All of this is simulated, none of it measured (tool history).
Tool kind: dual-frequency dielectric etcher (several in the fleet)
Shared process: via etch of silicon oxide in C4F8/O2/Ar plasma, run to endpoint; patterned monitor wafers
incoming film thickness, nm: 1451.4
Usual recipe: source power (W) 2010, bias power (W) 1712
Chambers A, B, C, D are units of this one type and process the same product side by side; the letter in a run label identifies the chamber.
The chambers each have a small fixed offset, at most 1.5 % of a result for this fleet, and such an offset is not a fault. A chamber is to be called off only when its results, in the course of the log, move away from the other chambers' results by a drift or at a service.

run,hour,source power (W),bias power (W),hours since the last wet clean,hours since the last source power generator calibration,hours since the last bias power generator calibration,endpoint time (s)
1C,10.8,2010,1712,130.3,1665.7,1883.0,296.40
2D,20.7,2010,1712,279.9,497.2,1820.5,303.42
3A,30.5,2010,1712,386.3,44.1,1342.2,300.10
4B,43.0,2010,1712,257.3,1416.6,2673.3,299.35
5D,54.5,2370,2074,313.7,531.0,1854.3,266.17
6C,61.4,2370,2074,180.9,1716.3,1933.6,264.44
7B,73.4,2370,2074,287.7,1447.0,2703.7,267.19
8A,80.9,2370,2074,436.7,94.5,1392.6,267.48
# hour 82.7: chamber A: wet clean of the chamber
9B,91.5,2010,1712,305.8,1465.1,2721.8,298.93
10D,103.6,2010,1712,362.8,580.1,1903.4,301.98
# hour 104.4: chamber D: wet clean of the chamber
11A,109.9,2010,1712,27.3,123.5,1421.6,300.68
12C,118.2,2010,1712,237.7,1773.1,1990.4,295.59
13B,128.6,2010,1712,342.9,1502.2,2758.9,298.31
14D,135.9,1790,1531,31.6,612.4,1935.7,329.11
15A,148.3,1790,1531,65.7,161.9,1460.0,328.38
16C,160.9,1790,1531,280.4,1815.8,2033.1,323.04
17D,172.5,1790,1531,68.2,649.0,1972.3,327.75
18A,185.3,2010,1712,102.7,198.9,1497.0,301.48
# hour 191.7: chamber B: wet clean of the chamber
19C,193.6,2010,1712,313.1,1848.5,2065.8,297.00
20B,205.0,2010,1712,13.4,1578.6,2835.3,307.18
21B,214.6,2010,1904,23.0,1588.2,2844.9,300.99
# hour 228.0: chamber C: wet clean of the chamber
22D,228.5,2010,1904,124.2,705.0,2028.3,294.21
23C,242.4,2010,1904,14.4,1897.3,2114.6,289.88
24A,256.4,2010,1904,173.8,270.0,1568.1,293.32
25C,264.7,2010,1712,36.7,1919.6,2136.9,297.66
26D,278.9,2010,1712,174.6,755.4,2078.7,301.45
27B,290.8,2010,1712,99.2,1664.4,2921.1,310.12
28A,300.2,2010,1712,217.6,313.8,1611.9,300.66
29C,314.0,2010,1712,86.0,1968.9,2186.2,296.28
30B,325.6,2010,2048,134.0,1699.2,2955.9,294.09
31A,337.9,2010,2048,255.3,351.5,1649.6,286.02
32D,344.1,2010,2048,239.8,820.6,2143.9,285.63
33A,356.3,2010,2048,273.7,369.9,1668.0,285.04
34D,364.4,2010,1712,260.1,840.9,2164.2,302.18
35C,375.6,2010,1712,147.6,2030.5,2247.8,298.35
36B,389.5,2010,1712,197.9,1763.1,3019.8,310.49
37D,397.3,1770,1712,293.0,873.8,2197.1,316.49
38B,410.6,1770,1712,219.0,1784.2,3040.9,326.79
39A,418.3,1770,1712,335.7,431.9,1730.0,315.75
40C,430.7,1770,1712,202.7,2085.6,2302.9,312.69
41D,441.5,1830,1550,337.2,918.0,2241.3,325.51
42A,449.4,1830,1550,366.8,463.0,1761.1,318.48
43C,456.8,1830,1550,228.8,2111.7,2329.0,317.44
44B,465.7,1830,1550,274.1,1839.3,3096.0,330.85

Does one chamber stand apart from the rest, does the shared gauge drift, or is all well apart from small per-chamber offsets? Give the chamber and the most likely cause, where there is one.

A service on chamber B put it out of line with the rest.
Likeliest cause: etch rate under this chamber's usual, % = 3.35.

Which of the 4 candidates below, each the usual settings with something changed and its results left as question marks, puts chamber B back in line with what the other chambers give on the usual settings?
In-line tolerance around the mean of the other chambers on the usual settings: endpoint time (s) 4.60
45B-1,475.8,1860,1712,,,,?
45B-2,475.8,2010,1345,,,,?
45B-3,475.8,2210,1829,,,,?
45B-4,475.8,2010,1901,,,,?

Other chambers, usual settings, mean: endpoint time (s) 299.96
run,endpoint time (s)
45B-1,319.58
45B-2,330.38
45B-3,292.70
45B-4,300.82
45B-4 is the one that brings the chamber's results back in line with the other chambers.

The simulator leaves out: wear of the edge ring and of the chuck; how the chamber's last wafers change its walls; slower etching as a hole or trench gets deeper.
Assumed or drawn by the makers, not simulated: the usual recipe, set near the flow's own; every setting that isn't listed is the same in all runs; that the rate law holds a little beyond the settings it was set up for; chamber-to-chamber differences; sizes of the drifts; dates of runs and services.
